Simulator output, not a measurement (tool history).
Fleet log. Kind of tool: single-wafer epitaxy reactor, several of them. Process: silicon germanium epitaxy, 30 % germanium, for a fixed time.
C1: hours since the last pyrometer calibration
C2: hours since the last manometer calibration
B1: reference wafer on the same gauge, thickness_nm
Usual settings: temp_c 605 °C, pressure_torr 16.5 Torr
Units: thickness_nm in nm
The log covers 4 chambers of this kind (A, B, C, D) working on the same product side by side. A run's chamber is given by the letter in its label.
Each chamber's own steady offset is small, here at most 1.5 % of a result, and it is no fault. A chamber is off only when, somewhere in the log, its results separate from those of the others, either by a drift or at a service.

{"run": "1B", "day": 0.525, "temp_c": 605, "pressure_torr": 16.5, "C1": 869.5, "C2": 605.1, "B1": 60.707, "thickness_nm": 59.7}
{"run": "2A", "day": 1.121, "temp_c": 605, "pressure_torr": 16.5, "C1": 200.2, "C2": 623.8, "B1": 60.664, "thickness_nm": 59.107}
{"run": "3D", "day": 1.517, "temp_c": 605, "pressure_torr": 16.5, "C1": 713.9, "C2": 76.5, "B1": 60.748, "thickness_nm": 60.216}
{"run": "4C", "day": 2.088, "temp_c": 605, "pressure_torr": 16.5, "C1": 224.5, "C2": 924.0, "B1": 60.678, "thickness_nm": 59.177}
{"run": "5C", "day": 2.562, "temp_c": 605, "pressure_torr": 16.5, "C1": 235.9, "C2": 935.4, "B1": 60.678, "thickness_nm": 59.096}
{"run": "6B", "day": 2.9, "temp_c": 605, "pressure_torr": 16.5, "C1": 926.5, "C2": 662.1, "B1": 60.663, "thickness_nm": 59.997}
{"run": "7A", "day": 3.275, "temp_c": 605, "pressure_torr": 16.5, "C1": 251.9, "C2": 675.5, "B1": 60.678, "thickness_nm": 58.683}
{"run": "8D", "day": 3.829, "temp_c": 605, "pressure_torr": 16.5, "C1": 769.4, "C2": 132.0, "B1": 60.731, "thickness_nm": 59.835}
{"run": "9B", "day": 4.221, "temp_c": 605, "pressure_torr": 16.5, "C1": 958.2, "C2": 693.8, "B1": 60.668, "thickness_nm": 59.482}
{"run": "10D", "day": 4.904, "temp_c": 605, "pressure_torr": 16.5, "C1": 795.2, "C2": 157.8, "B1": 60.739, "thickness_nm": 60.11}
{"run": "11C", "day": 5.571, "temp_c": 605, "pressure_torr": 16.5, "C1": 308.1, "C2": 1007.6, "B1": 60.66, "thickness_nm": 59.365}
{"run": "12A", "day": 5.896, "temp_c": 605, "pressure_torr": 16.5, "C1": 314.8, "C2": 738.4, "B1": 60.714, "thickness_nm": 58.905}
{"run": "13B", "day": 6.204, "temp_c": 593, "pressure_torr": 18.9, "C1": 1005.8, "C2": 741.4, "B1": 60.749, "thickness_nm": 50.28}
{"run": "14A", "day": 6.633, "temp_c": 593, "pressure_torr": 18.9, "C1": 332.5, "C2": 756.1, "B1": 60.733, "thickness_nm": 50.084}
{"run": "15C", "day": 7.292, "temp_c": 593, "pressure_torr": 18.9, "C1": 349.4, "C2": 1048.9, "B1": 60.702, "thickness_nm": 50.155}
{"run": "16D", "day": 7.875, "temp_c": 593, "pressure_torr": 18.9, "C1": 866.5, "C2": 229.1, "B1": 60.764, "thickness_nm": 50.668}
{"run": "17A", "day": 8.275, "temp_c": 605, "pressure_torr": 16.5, "C1": 371.9, "C2": 795.5, "B1": 60.773, "thickness_nm": 59.307}
{"run": "18C", "day": 8.9, "temp_c": 605, "pressure_torr": 16.5, "C1": 388.0, "C2": 1087.5, "B1": 60.754, "thickness_nm": 59.15}
{"run": "19D", "day": 9.538, "temp_c": 605, "pressure_torr": 16.5, "C1": 906.4, "C2": 269.0, "B1": 60.768, "thickness_nm": 59.727}
{"run": "20B", "day": 10.117, "temp_c": 605, "pressure_torr": 16.5, "C1": 1099.7, "C2": 835.3, "B1": 60.748, "thickness_nm": 59.823}
{"run": "21B", "day": 10.546, "temp_c": 605, "pressure_torr": 16.5, "C1": 1110.0, "C2": 845.6, "B1": 60.699, "thickness_nm": 59.498}
{"run": "22A", "day": 10.929, "temp_c": 605, "pressure_torr": 16.5, "C1": 435.6, "C2": 859.2, "B1": 60.698, "thickness_nm": 59.379}
{"run": "23C", "day": 11.242, "temp_c": 613, "pressure_torr": 16.5, "C1": 444.2, "C2": 1143.7, "B1": 60.705, "thickness_nm": 68.418}
{"run": "24D", "day": 11.912, "temp_c": 613, "pressure_torr": 16.5, "C1": 963.4, "C2": 326.0, "B1": 60.704, "thickness_nm": 69.374}
{"run": "25A", "day": 12.462, "temp_c": 613, "pressure_torr": 16.5, "C1": 472.4, "C2": 896.0, "B1": 60.752, "thickness_nm": 67.603}
{"run": "26D", "day": 13.1, "temp_c": 613, "pressure_torr": 16.5, "C1": 991.9, "C2": 354.5, "B1": 60.61, "thickness_nm": 69.016}
{"run": "27C", "day": 13.554, "temp_c": 605, "pressure_torr": 16.5, "C1": 499.7, "C2": 1199.2, "B1": 60.714, "thickness_nm": 59.573}
{"run": "28B", "day": 13.912, "temp_c": 605, "pressure_torr": 16.5, "C1": 1190.8, "C2": 926.4, "B1": 60.655, "thickness_nm": 59.434}
{"run": "29B", "day": 14.25, "temp_c": 605, "pressure_torr": 16.5, "C1": 1198.9, "C2": 934.5, "B1": 60.749, "thickness_nm": 59.35}
{"run": "30C", "day": 14.829, "temp_c": 605, "pressure_torr": 16.5, "C1": 530.3, "C2": 1229.8, "B1": 60.693, "thickness_nm": 59.528}
{"run": "31D", "day": 15.346, "temp_c": 605, "pressure_torr": 16.5, "C1": 1045.8, "C2": 408.4, "B1": 60.696, "thickness_nm": 60.153}
{"run": "32A", "day": 15.704, "temp_c": 605, "pressure_torr": 16.5, "C1": 550.2, "C2": 973.8, "B1": 60.734, "thickness_nm": 59.029}
{"run": "33A", "day": 16.383, "temp_c": 605, "pressure_torr": 16.5, "C1": 566.5, "C2": 990.1, "B1": 60.681, "thickness_nm": 58.929}
{"run": "34D", "day": 16.833, "temp_c": 605, "pressure_torr": 16.5, "C1": 1081.5, "C2": 444.1, "B1": 60.743, "thickness_nm": 60.038}
{"run": "35C", "day": 17.283, "temp_c": 617, "pressure_torr": 16.5, "C1": 589.2, "C2": 1288.7, "B1": 60.689, "thickness_nm": 73.979}
{"run": "36B", "day": 17.6, "temp_c": 617, "pressure_torr": 16.5, "C1": 1279.3, "C2": 1014.9, "B1": 60.721, "thickness_nm": 73.531}
{"run": "37C", "day": 18.15, "temp_c": 617, "pressure_torr": 16.5, "C1": 610.0, "C2": 1309.5, "B1": 60.683, "thickness_nm": 73.681}
{"run": "38B", "day": 18.788, "temp_c": 617, "pressure_torr": 16.5, "C1": 1307.8, "C2": 1043.4, "B1": 60.739, "thickness_nm": 74.424}
{"run": "39D", "day": 19.392, "temp_c": 605, "pressure_torr": 16.5, "C1": 1142.9, "C2": 505.5, "B1": 60.708, "thickness_nm": 60.057}
{"run": "40A", "day": 19.929, "temp_c": 605, "pressure_torr": 16.5, "C1": 651.6, "C2": 1075.2, "B1": 60.721, "thickness_nm": 58.733}

Read the log: is a single chamber off, either drifting away or since a service, is the gauge that measures every chamber drifting, or is nothing wrong beyond small per-chamber offsets? Name any odd chamber and what most likely caused it.

The fleet is healthy, with each chamber sitting at its usual small offset and no drift in the gauge.
